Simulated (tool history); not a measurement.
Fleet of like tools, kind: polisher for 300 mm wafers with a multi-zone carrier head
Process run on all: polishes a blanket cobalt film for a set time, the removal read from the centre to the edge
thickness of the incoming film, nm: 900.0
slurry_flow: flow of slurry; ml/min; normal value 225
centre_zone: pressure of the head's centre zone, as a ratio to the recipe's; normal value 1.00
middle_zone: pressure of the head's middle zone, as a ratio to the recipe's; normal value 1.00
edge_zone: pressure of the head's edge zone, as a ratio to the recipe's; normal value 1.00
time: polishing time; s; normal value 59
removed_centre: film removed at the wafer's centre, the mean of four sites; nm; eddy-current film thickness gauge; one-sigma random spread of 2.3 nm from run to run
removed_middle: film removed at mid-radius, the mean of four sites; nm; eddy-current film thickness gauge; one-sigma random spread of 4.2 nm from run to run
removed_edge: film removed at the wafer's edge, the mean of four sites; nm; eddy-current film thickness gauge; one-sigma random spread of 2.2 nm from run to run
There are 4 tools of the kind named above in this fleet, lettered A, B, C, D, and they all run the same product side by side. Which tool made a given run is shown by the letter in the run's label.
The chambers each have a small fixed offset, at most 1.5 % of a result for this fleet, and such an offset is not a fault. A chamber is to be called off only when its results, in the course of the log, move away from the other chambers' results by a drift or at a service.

run    day  slurry_flow  centre_zone  middle_zone  edge_zone  time  removed_centre  removed_middle  removed_edge
     0.212  -- chamber A: worn pad replaced by a new one
 1C  0.221          225         1.00         1.00       1.00    59          343.28          340.61        348.85
 2A  0.462          225         1.00         1.00       1.00    59          348.09          353.81        347.74
 3B  0.792          225         1.00         1.00       1.00    59          348.46          349.19        342.49
 4D  1.017          225         1.00         1.00       1.00    59          351.28          343.19        349.27
     1.025  -- chamber C: worn pad replaced by a new one
     1.225  -- chamber D: worn pad replaced by a new one
 5A  1.238          225         1.00         1.00       1.00    47          275.30          275.73        277.51
     1.246  -- chamber B: worn pad replaced by a new one
 6B  1.408          225         1.00         1.00       1.00    47          278.85          273.04        277.65
 7C  1.717          225         1.00         1.00       1.00    47          277.64          278.68        272.88
 8D  1.875          225         1.00         1.00       1.00    47          278.68          274.82        281.34
 9C  2.075          225         1.00         1.00       1.00    59          345.59          346.08        345.62
10B  2.350          225         1.00         1.00       1.00    59          348.19          347.70        346.98
11A  2.646          225         1.00         1.00       1.00    59          347.95          344.33        350.50
     2.804  -- chamber A: worn pad replaced by a new one
12D  2.821          225         1.00         1.00       1.00    59          346.43          343.26        355.08
13B  2.992          225         1.00         1.00       1.00    59          346.48          342.68        347.95
14C  3.258          225         1.00         1.00       1.00    59          345.63          338.17        345.99
15D  3.571          225         1.00         1.00       1.00    59          349.93          343.82        347.68
16A  3.904          225         1.00         1.00       1.00    59          344.43          343.19        350.64
17A  4.142          185         1.00         0.91       1.00    59          333.62          308.48        342.08
     4.162  -- chamber B: edge zone pressure recalibrated
18D  4.350          185         1.00         0.91       1.00    59          339.15          317.42        342.04
19B  4.517          185         1.00         0.91       1.00    59          336.61          311.87        343.29
     4.592  -- chamber C: worn pad replaced by a new one
     4.600  -- chamber B: centre zone pressure recalibrated
20C  4.683          185         1.00         0.91       1.00    59          338.66          309.57        339.89
21C  4.983          225         1.08         1.00       1.07    59          377.98          350.05        361.88
     5.008  -- chamber B: worn pad replaced by a new one
     5.058  -- chamber D: worn pad replaced by a new one
22A  5.179          225         1.08         1.00       1.07    59          377.02          343.46        362.38
     5.429  -- chamber A: worn pad replaced by a new one
23B  5.450          225         1.08         1.00       1.07    59          348.19          351.63        360.02
24D  5.642          225         1.08         1.00       1.07    59          378.22          339.91        364.98
     5.712  -- chamber C: centre zone pressure recalibrated
25A  5.971          225         1.00         1.00       1.00    59          347.52          345.92        348.43
26B  6.200          225         1.00         1.00       1.00    59          321.78          345.57        345.44
27C  6.400          225         1.00         1.00       1.00    59          344.46          351.31        350.77
28D  6.700          225         1.00         1.00       1.00    59          350.66          340.61        349.06
29D  6.875          225         1.00         1.00       1.00    59          349.20          346.79        349.95
30B  7.033          225         1.00         1.00       1.00    59          320.16          340.62        348.51
31C  7.371          225         1.00         1.00       1.00    59          346.68          353.07        346.78

All chambers now run identical settings, listed one chamber a line with results as question marks. What results will each chamber show?
32A  7.625          225         1.00         1.00       1.00    59               ?               ?             ?
32B  7.625          225         1.00         1.00       1.00    59               ?               ?             ?
32C  7.625          225         1.00         1.00       1.00    59               ?               ?             ?
32D  7.625          225         1.00         1.00       1.00    59               ?               ?             ?

run  removed_centre  removed_middle  removed_edge
32A          339.37          348.30        345.02
32B          317.94          346.16        347.48
32C          344.51          344.93        345.17
32D          349.62          341.23        350.75
